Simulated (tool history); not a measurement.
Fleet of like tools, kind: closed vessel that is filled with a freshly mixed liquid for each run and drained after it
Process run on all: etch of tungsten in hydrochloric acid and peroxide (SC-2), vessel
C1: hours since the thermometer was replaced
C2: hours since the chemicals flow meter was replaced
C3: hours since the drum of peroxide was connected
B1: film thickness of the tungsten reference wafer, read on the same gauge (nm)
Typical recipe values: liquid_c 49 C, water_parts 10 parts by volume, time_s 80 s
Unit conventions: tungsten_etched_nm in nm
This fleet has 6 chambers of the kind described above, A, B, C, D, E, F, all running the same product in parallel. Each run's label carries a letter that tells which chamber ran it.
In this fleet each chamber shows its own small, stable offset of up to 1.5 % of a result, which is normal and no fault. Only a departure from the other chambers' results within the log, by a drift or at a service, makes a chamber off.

At hour 1.3: chamber B: new drum of peroxide connected.
Run 1F, hour 4.9: usual settings; C1 1453.9; C2 1698.6; C3 1076.5; B1 139.97. Result: tungsten_etched_nm 14.645 nm.
At hour 9.7: chamber D: new drum of peroxide connected.
Run 2C, hour 11.3: usual settings; C1 667.6; C2 431.3; C3 624.6; B1 140.00. Result: tungsten_etched_nm 14.589 nm.
Run 3D, hour 18.0: usual settings; C1 1135.1; C2 933.0; C3 8.4; B1 140.03. Result: tungsten_etched_nm 14.733 nm.
Run 4B, hour 26.4: usual settings; C1 280.6; C2 460.7; C3 25.2; B1 140.03. Result: tungsten_etched_nm 14.800 nm.
Run 5E, hour 33.7: usual settings; C1 703.2; C2 964.3; C3 164.3; B1 139.97. Result: tungsten_etched_nm 14.858 nm.
Run 6A, hour 40.7: usual settings; C1 1375.9; C2 929.9; C3 71.5; B1 140.01. Result: tungsten_etched_nm 14.608 nm.
Run 7B, hour 48.7: usual settings; C1 302.9; C2 483.0; C3 47.5; B1 139.99. Result: tungsten_etched_nm 15.092 nm.
Run 8C, hour 53.2: usual settings; C1 709.5; C2 473.2; C3 666.5; B1 139.99. Result: tungsten_etched_nm 14.984 nm.
Run 9F, hour 61.1: usual settings; C1 1510.1; C2 1754.8; C3 1132.7; B1 139.99. Result: tungsten_etched_nm 14.696 nm.
Run 10A, hour 65.0: usual settings; C1 1400.2; C2 954.2; C3 95.8; B1 140.01. Result: tungsten_etched_nm 14.610 nm.
Run 11E, hour 70.8: usual settings; C1 740.3; C2 1001.4; C3 201.4; B1 140.02. Result: tungsten_etched_nm 14.894 nm.
Run 12D, hour 79.2: usual settings; C1 1196.3; C2 994.2; C3 69.6; B1 139.99. Result: tungsten_etched_nm 14.601 nm.
Run 13D, hour 85.9: usual settings but liquid_c 53 C; C1 1203.0; C2 1000.9; C3 76.3; B1 139.98. Result: tungsten_etched_nm 19.410 nm.
Run 14C, hour 90.3: usual settings but liquid_c 53 C; C1 746.6; C2 510.3; C3 703.6; B1 140.00. Result: tungsten_etched_nm 19.159 nm.
Run 15F, hour 97.6: usual settings but liquid_c 53 C; C1 1546.6; C2 1791.3; C3 1169.2; B1 140.05. Result: tungsten_etched_nm 18.836 nm.
Run 16A, hour 103.5: usual settings but liquid_c 53 C; C1 1438.7; C2 992.7; C3 134.3; B1 140.01. Result: tungsten_etched_nm 19.296 nm.
Run 17E, hour 108.9: usual settings but liquid_c 53 C; C1 778.4; C2 1039.5; C3 239.5; B1 140.00. Result: tungsten_etched_nm 19.445 nm.
Run 18B, hour 112.8: usual settings but liquid_c 53 C; C1 367.0; C2 547.1; C3 111.6; B1 140.00. Result: tungsten_etched_nm 19.522 nm.
At hour 114.9: chamber C: new drum of peroxide connected.
Run 19E, hour 120.0: usual settings; C1 789.5; C2 1050.6; C3 250.6; B1 139.99. Result: tungsten_etched_nm 14.880 nm.
At hour 125.0: chamber A: chemicals flow meter replaced.
Run 20C, hour 125.9: usual settings; C1 782.2; C2 545.9; C3 11.0; B1 140.05. Result: tungsten_etched_nm 14.717 nm.
Run 21A, hour 133.8: usual settings; C1 1469.0; C2 8.9; C3 164.6; B1 139.98. Result: tungsten_etched_nm 14.920 nm.
Run 22D, hour 138.2: usual settings; C1 1255.3; C2 1053.2; C3 128.6; B1 139.98. Result: tungsten_etched_nm 14.474 nm.
Run 23B, hour 144.7: usual settings; C1 398.9; C2 579.0; C3 143.5; B1 140.00. Result: tungsten_etched_nm 14.873 nm.
Run 24F, hour 152.0: usual settings; C1 1601.0; C2 1845.7; C3 1223.6; B1 139.98. Result: tungsten_etched_nm 14.621 nm.
Run 25E, hour 160.1: usual settings; C1 829.6; C2 1090.7; C3 290.7; B1 140.01. Result: tungsten_etched_nm 14.965 nm.
Run 26C, hour 167.5: usual settings; C1 823.8; C2 587.5; C3 52.6; B1 140.04. Result: tungsten_etched_nm 14.940 nm.
Run 27F, hour 174.9: usual settings; C1 1623.9; C2 1868.6; C3 1246.5; B1 139.98. Result: tungsten_etched_nm 14.803 nm.
Run 28D, hour 180.7: usual settings; C1 1297.8; C2 1095.7; C3 171.1; B1 139.98. Result: tungsten_etched_nm 14.313 nm.
At hour 181.9: chamber F: chemicals flow meter replaced.
At hour 184.3: chamber F: new drum of peroxide connected.
Run 29B, hour 187.8: usual settings but time_s 100 s; C1 442.0; C2 622.1; C3 186.6; B1 140.00. Result: tungsten_etched_nm 18.619 nm.
Run 30A, hour 193.2: usual settings but time_s 100 s; C1 1528.4; C2 68.3; C3 224.0; B1 140.00. Result: tungsten_etched_nm 18.069 nm.
Run 31A, hour 197.4: usual settings but time_s 100 s; C1 1532.6; C2 72.5; C3 228.2; B1 139.99. Result: tungsten_etched_nm 18.329 nm.
Run 32D, hour 205.3: usual settings but time_s 100 s; C1 1322.4; C2 1120.3; C3 195.7; B1 140.02. Result: tungsten_etched_nm 17.555 nm.
Run 33F, hour 211.2: usual settings but time_s 100 s; C1 1660.2; C2 29.4; C3 26.9; B1 140.02. Result: tungsten_etched_nm 18.524 nm.
Run 34C, hour 215.0: usual settings but time_s 100 s; C1 871.3; C2 635.0; C3 100.1; B1 140.00. Result: tungsten_etched_nm 18.540 nm.
Run 35B, hour 222.2: usual settings but liquid_c 57 C, time_s 115 s; C1 476.4; C2 656.5; C3 221.0; B1 139.98. Result: tungsten_etched_nm 36.344 nm.
Run 36E, hour 226.1: usual settings but liquid_c 57 C, time_s 115 s; C1 895.6; C2 1156.7; C3 356.7; B1 140.03. Result: tungsten_etched_nm 36.950 nm.
Run 37A, hour 230.7: usual settings but liquid_c 57 C, time_s 115 s; C1 1565.9; C2 105.8; C3 261.5; B1 139.99. Result: tungsten_etched_nm 35.872 nm.
Run 38D, hour 238.5: usual settings but liquid_c 57 C, time_s 115 s; C1 1355.6; C2 1153.5; C3 228.9; B1 139.98. Result: tungsten_etched_nm 33.054 nm.
Run 39B, hour 244.6: usual settings but liquid_c 57 C, time_s 115 s; C1 498.8; C2 678.9; C3 243.4; B1 139.99. Result: tungsten_etched_nm 36.027 nm.

The same settings go to every chamber for the next run, one line per chamber below. Forecast the results for each:
Run 40A, hour 250.7: usual settings but water_parts 8 parts by volume. Result: tungsten_etched_nm ?.
Run 40B, hour 250.7: usual settings but water_parts 8 parts by volume. Result: tungsten_etched_nm ?.
Run 40C, hour 250.7: usual settings but water_parts 8 parts by volume. Result: tungsten_etched_nm ?.
Run 40D, hour 250.7: usual settings but water_parts 8 parts by volume. Result: tungsten_etched_nm ?.
Run 40E, hour 250.7: usual settings but water_parts 8 parts by volume. Result: tungsten_etched_nm ?.
Run 40F, hour 250.7: usual settings but water_parts 8 parts by volume. Result: tungsten_etched_nm ?.

run  tungsten_etched_nm
40A              17.618
40B              17.982
40C              17.732
40D              16.345
40E              18.005
40F              17.772
